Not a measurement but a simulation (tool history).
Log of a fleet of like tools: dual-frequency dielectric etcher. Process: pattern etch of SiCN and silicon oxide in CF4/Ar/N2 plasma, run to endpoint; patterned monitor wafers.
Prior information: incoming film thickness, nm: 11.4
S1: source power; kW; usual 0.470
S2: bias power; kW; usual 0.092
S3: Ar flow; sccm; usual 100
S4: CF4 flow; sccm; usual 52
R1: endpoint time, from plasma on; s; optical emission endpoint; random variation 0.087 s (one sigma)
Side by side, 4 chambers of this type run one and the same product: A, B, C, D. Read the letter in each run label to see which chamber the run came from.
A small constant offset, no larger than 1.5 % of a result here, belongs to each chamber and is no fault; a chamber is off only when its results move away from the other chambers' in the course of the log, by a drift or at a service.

-- day=0.058 chamber B: Ar flow controller replaced
run 1A day=0.438 | S1=0.470 S2=0.092 S3=100 S4=52 | R1=12.339
run 2B day=0.767 | S1=0.470 S2=0.092 S3=100 S4=52 | R1=12.330
run 3D day=1.162 | S1=0.470 S2=0.092 S3=100 S4=52 | R1=12.052
run 4C day=1.567 | S1=0.470 S2=0.092 S3=100 S4=52 | R1=12.194
-- day=2.092 chamber B: wet clean of the chamber
run 5A day=2.133 | S1=0.470 S2=0.092 S3=100 S4=52 | R1=12.247
run 6C day=2.446 | S1=0.470 S2=0.092 S3=100 S4=52 | R1=12.347
run 7D day=2.971 | S1=0.470 S2=0.092 S3=100 S4=52 | R1=12.269
run 8B day=3.396 | S1=0.470 S2=0.092 S3=100 S4=52 | R1=12.402
-- day=3.758 chamber B: source power generator calibrated
run 9B day=3.996 | S1=0.470 S2=0.092 S3=100 S4=52 | R1=12.277
run 10A day=4.596 | S1=0.470 S2=0.092 S3=100 S4=52 | R1=12.158
run 11D day=5.117 | S1=0.470 S2=0.092 S3=100 S4=52 | R1=12.216
run 12C day=5.438 | S1=0.470 S2=0.092 S3=100 S4=52 | R1=12.319
run 13C day=5.788 | S1=0.470 S2=0.092 S3=115 S4=52 | R1=12.737
run 14D day=6.092 | S1=0.470 S2=0.092 S3=115 S4=52 | R1=12.614
-- day=6.262 chamber D: wet clean of the chamber
run 15B day=6.571 | S1=0.470 S2=0.092 S3=115 S4=52 | R1=12.510
run 16A day=7.008 | S1=0.470 S2=0.092 S3=115 S4=52 | R1=12.564
run 17A day=7.533 | S1=0.470 S2=0.092 S3=100 S4=52 | R1=12.210
run 18C day=7.858 | S1=0.470 S2=0.092 S3=100 S4=52 | R1=12.486
run 19D day=8.354 | S1=0.470 S2=0.092 S3=100 S4=52 | R1=12.132
run 20B day=8.638 | S1=0.470 S2=0.092 S3=100 S4=52 | R1=12.314
-- day=8.738 chamber A: wet clean of the chamber
run 21A day=9.238 | S1=0.470 S2=0.075 S3=115 S4=52 | R1=13.447
run 22C day=9.717 | S1=0.470 S2=0.075 S3=115 S4=52 | R1=13.866
run 23D day=10.221 | S1=0.470 S2=0.075 S3=115 S4=52 | R1=13.451
run 24B day=10.579 | S1=0.470 S2=0.075 S3=115 S4=52 | R1=13.715
run 25D day=11.150 | S1=0.470 S2=0.092 S3=100 S4=52 | R1=12.302
run 26B day=11.500 | S1=0.470 S2=0.092 S3=92 S4=65 | R1=11.858
run 27C day=11.767 | S1=0.470 S2=0.092 S3=92 S4=65 | R1=12.061
run 28A day=12.200 | S1=0.470 S2=0.092 S3=92 S4=65 | R1=11.712

Is one chamber out of step, is the gauge drifting, or do the chambers differ by no more than their own small offsets? For an off chamber, give its letter and the likeliest cause.

One chamber, C, drifts off from the rest bit by bit.
Cause: etch rate under this chamber's usual, % = 4.44.
The log may not separate it from: source power that arrives under what is set, %.

Below are 4 candidate recipes for chamber C's next run, each the usual settings with a change, their results shown as question marks. Which of them brings C's results back in line with what the other chambers give on the usual settings?
In line means no further than this from the other chambers' mean on the usual settings: R1 0.300 s
run 29C-1 day=12.629 | S1=0.490 S2=0.093 S3=99 S4=52 | R1=?
run 29C-2 day=12.629 | S1=0.430 S2=0.089 S3=101 S4=51 | R1=?
run 29C-3 day=12.629 | S1=0.470 S2=0.082 S3=100 S4=52 | R1=?
run 29C-4 day=12.629 | S1=0.510 S2=0.095 S3=99 S4=53 | R1=?

Average result of the remaining chambers running the usual settings: R1 12.260 s
run=29C-1 R1=12.204
run=29C-2 R1=13.989
run=29C-3 R1=13.268
run=29C-4 R1=11.659
With 29C-1, the chamber falls back in line with the rest.

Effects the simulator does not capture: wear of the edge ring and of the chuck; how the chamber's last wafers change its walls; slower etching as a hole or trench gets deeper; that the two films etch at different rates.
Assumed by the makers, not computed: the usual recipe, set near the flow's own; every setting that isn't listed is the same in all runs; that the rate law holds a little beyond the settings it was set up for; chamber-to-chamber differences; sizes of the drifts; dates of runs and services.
